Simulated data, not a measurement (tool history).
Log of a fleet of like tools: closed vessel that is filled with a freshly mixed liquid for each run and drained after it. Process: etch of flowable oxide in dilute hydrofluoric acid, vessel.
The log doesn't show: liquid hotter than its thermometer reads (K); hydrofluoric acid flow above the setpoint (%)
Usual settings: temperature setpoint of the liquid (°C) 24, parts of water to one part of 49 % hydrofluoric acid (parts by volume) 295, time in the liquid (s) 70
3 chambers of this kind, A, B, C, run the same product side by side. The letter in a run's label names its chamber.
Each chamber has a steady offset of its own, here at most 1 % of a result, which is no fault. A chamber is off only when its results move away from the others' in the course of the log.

run	day	temperature setpoint of the liquid (°C)	parts of water to one part of 49 % hydrofluoric acid (parts by volume)	time in the liquid (s)	hours since the thermometer was replaced	hours since the hydrofluoric acid flow meter was replaced	read-back film thickness of the flowable oxide reference wafer, read on the same gauge (nm)	thickness taken off the flowable oxide on a monitor wafer (Å)
1A	0.288	24	295	70	116.9	51.4	130	109.46
2C	0.596	24	295	70	135.9	1310	129.97	108.61
3B	0.946	24	295	70	1784.8	86.6	130.01	108.32
4B	1.142	24	295	70	1789.5	91.3	129.99	108.67
5A	1.479	24	295	45	145.5	80	129.99	70.266
6C	1.746	24	295	45	163.5	1337.6	129.98	69.594
7B	2.05	24	295	45	1811.3	113.1	129.99	70.353
8C	2.242	24	295	70	175.4	1349.5	130.05	108.71
9A	2.558	24	295	70	171.4	105.9	129.96	110.09
10A	2.867	24	295	70	178.8	113.3	130	110.68
11B	3.204	24	295	70	1839	140.8	129.99	110.1
12C	3.454	24	295	70	204.5	1378.6	130	108.35
13B	3.758	25.5	295	70	1852.3	154.1	129.96	116.3
14A	4.1	25.5	295	70	208.4	142.9	129.95	115.7
15C	4.421	25.5	295	70	227.7	1401.8	129.98	114.71
16C	4.654	24	295	70	233.3	1407.4	130.01	108.95
17B	4.983	24	295	70	1881.7	183.5	130.03	112.75
18A	5.308	24	295	70	237.4	171.9	129.97	109.09
19C	5.629	28.5	400	70	256.7	1430.8	130.03	84.82
20B	5.962	28.5	400	70	1905.2	207	130.02	86.437

Is one chamber off against the others, does the gauge drift, or is nothing wrong? If a chamber is off, say which, and what the likeliest cause is.

Chamber B drifts away from the others.
Cause: hydrofluoric acid flow above the setpoint (%) = 2.68.
The log may not tell that from: liquid hotter than its thermometer reads (K).

Here are 4 candidates for chamber B's next run, each the usual settings with a change, their results left as question marks. Which one brings its results back in line with what the others give on the usual settings?
In line means no further than this from the other chambers' mean on the usual settings: thickness taken off the flowable oxide on a monitor wafer (Å) 2.2
21B-1	6.212	24	295	65				?
21B-2	6.212	23	295	70				?
21B-3	6.212	25	295	70				?
21B-4	6.212	24	295	75				?

The other chambers' mean on the usual settings: thickness taken off the flowable oxide on a monitor wafer (Å) 109.09
run	thickness taken off the flowable oxide on a monitor wafer (Å)
21B-1	104.5
21B-2	108.56
21B-3	116.6
21B-4	120.57
21B-2 brings the chamber back in line.
